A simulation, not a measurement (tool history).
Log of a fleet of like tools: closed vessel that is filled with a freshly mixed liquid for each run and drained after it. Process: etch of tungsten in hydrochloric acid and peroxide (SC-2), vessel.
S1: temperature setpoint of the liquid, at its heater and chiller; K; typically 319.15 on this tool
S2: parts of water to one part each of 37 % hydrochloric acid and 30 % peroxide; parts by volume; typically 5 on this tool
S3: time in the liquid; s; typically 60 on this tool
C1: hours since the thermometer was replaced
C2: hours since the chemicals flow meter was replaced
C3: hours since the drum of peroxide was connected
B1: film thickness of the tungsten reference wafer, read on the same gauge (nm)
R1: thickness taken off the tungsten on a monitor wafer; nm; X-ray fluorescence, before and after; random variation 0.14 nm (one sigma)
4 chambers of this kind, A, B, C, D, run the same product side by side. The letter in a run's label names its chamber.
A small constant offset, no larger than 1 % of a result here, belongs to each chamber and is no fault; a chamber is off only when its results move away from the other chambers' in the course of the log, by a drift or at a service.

| run | hour | S1 | S2 | S3 | C1 | C2 | C3 | B1 | R1 |
|---|---|---|---|---|---|---|---|---|---|
| 1D | 3.2 | 319.15 | 5 | 60 | 200.9 | 1261.2 | 54.0 | 40.003 | 17.0050 |
| 2B | 7.2 | 319.15 | 5 | 60 | 1021.8 | 1721.7 | 135.2 | 39.984 | 17.0840 |
| 3A | 9.6 | 319.15 | 5 | 60 | 342.8 | 71.5 | 1107.7 | 39.984 | 16.9980 |
| 4C | 11.9 | 319.15 | 5 | 60 | 530.1 | 1626.4 | 776.2 | 39.998 | 16.8280 |
| 5A | 15.1 | 319.15 | 5 | 60 | 348.3 | 77.0 | 1113.2 | 40.010 | 16.9170 |
| 6B | 19.9 | 319.15 | 5 | 60 | 1034.5 | 1734.4 | 147.9 | 39.993 | 17.2170 |
| 7C | 24.5 | 328.15 | 5 | 30 | 542.7 | 1639.0 | 788.8 | 39.965 | 15.3510 |
| 8D | 29.2 | 328.15 | 5 | 30 | 226.9 | 1287.2 | 80.0 | 40.023 | 15.3960 |
| 9A | 32.8 | 328.15 | 5 | 30 | 366.0 | 94.7 | 1130.9 | 40.009 | 15.4140 |
|  | 35.9 | chamber A: new drum of peroxide connected |
| 10C | 36.5 | 328.15 | 5 | 30 | 554.7 | 1651.0 | 800.8 | 40.010 | 15.2760 |
| 11D | 41.4 | 319.15 | 5 | 60 | 239.1 | 1299.4 | 92.2 | 40.042 | 17.0400 |
| 12B | 45.7 | 319.15 | 5 | 60 | 1060.3 | 1760.2 | 173.7 | 40.001 | 17.3550 |
| 13C | 49.6 | 319.15 | 5 | 60 | 567.8 | 1664.1 | 813.9 | 39.975 | 16.9710 |
| 14A | 54.2 | 319.15 | 5 | 60 | 387.4 | 116.1 | 18.3 | 39.994 | 17.0750 |
| 15B | 57.2 | 319.15 | 5 | 60 | 1071.8 | 1771.7 | 185.2 | 40.009 | 16.9510 |
| 16D | 61.6 | 319.15 | 5 | 60 | 259.3 | 1319.6 | 112.4 | 40.009 | 17.4610 |
| 17C | 65.4 | 319.15 | 5 | 60 | 583.6 | 1679.9 | 829.7 | 39.991 | 17.0870 |
| 18B | 68.0 | 319.15 | 5 | 60 | 1082.6 | 1782.5 | 196.0 | 40.008 | 17.1790 |
| 19A | 72.2 | 319.15 | 5 | 60 | 405.4 | 134.1 | 36.3 | 39.963 | 16.9060 |
| 20D | 76.7 | 319.15 | 5 | 60 | 274.4 | 1334.7 | 127.5 | 40.022 | 17.9360 |
| 21C | 81.1 | 319.15 | 5 | 60 | 599.3 | 1695.6 | 845.4 | 39.990 | 17.1690 |
| 22D | 84.9 | 319.15 | 5 | 60 | 282.6 | 1342.9 | 135.7 | 39.986 | 17.9980 |
| 23A | 88.1 | 319.15 | 5 | 35 | 421.3 | 150.0 | 52.2 | 39.982 | 9.9474 |
| 24B | 92.4 | 319.15 | 5 | 35 | 1107.0 | 1806.9 | 220.4 | 39.950 | 9.8878 |
| 25B | 95.2 | 319.15 | 5 | 35 | 1109.8 | 1809.7 | 223.2 | 39.999 | 10.0150 |
| 26A | 97.4 | 319.15 | 5 | 35 | 430.6 | 159.3 | 61.5 | 40.035 | 9.9864 |
| 27D | 100.6 | 319.15 | 5 | 60 | 298.3 | 1358.6 | 151.4 | 40.013 | 18.0410 |
| 28C | 104.0 | 319.15 | 5 | 60 | 622.2 | 1718.5 | 868.3 | 40.006 | 17.1160 |
| 29A | 107.1 | 319.15 | 5 | 60 | 440.3 | 169.0 | 71.2 | 39.983 | 17.1360 |

Next, all 4 chambers run the settings below, one line each with question marks for the results. What does each chamber give?
| 30A | 110.7 | 319.15 | 5 | 60 |  |  |  |  | ? |
| 30B | 110.7 | 319.15 | 5 | 60 |  |  |  |  | ? |
| 30C | 110.7 | 319.15 | 5 | 60 |  |  |  |  | ? |
| 30D | 110.7 | 319.15 | 5 | 60 |  |  |  |  | ? |

| run | R1 |
|---|---|
| 30A | 16.9030 |
| 30B | 16.7490 |
| 30C | 17.0020 |
| 30D | 18.1360 |
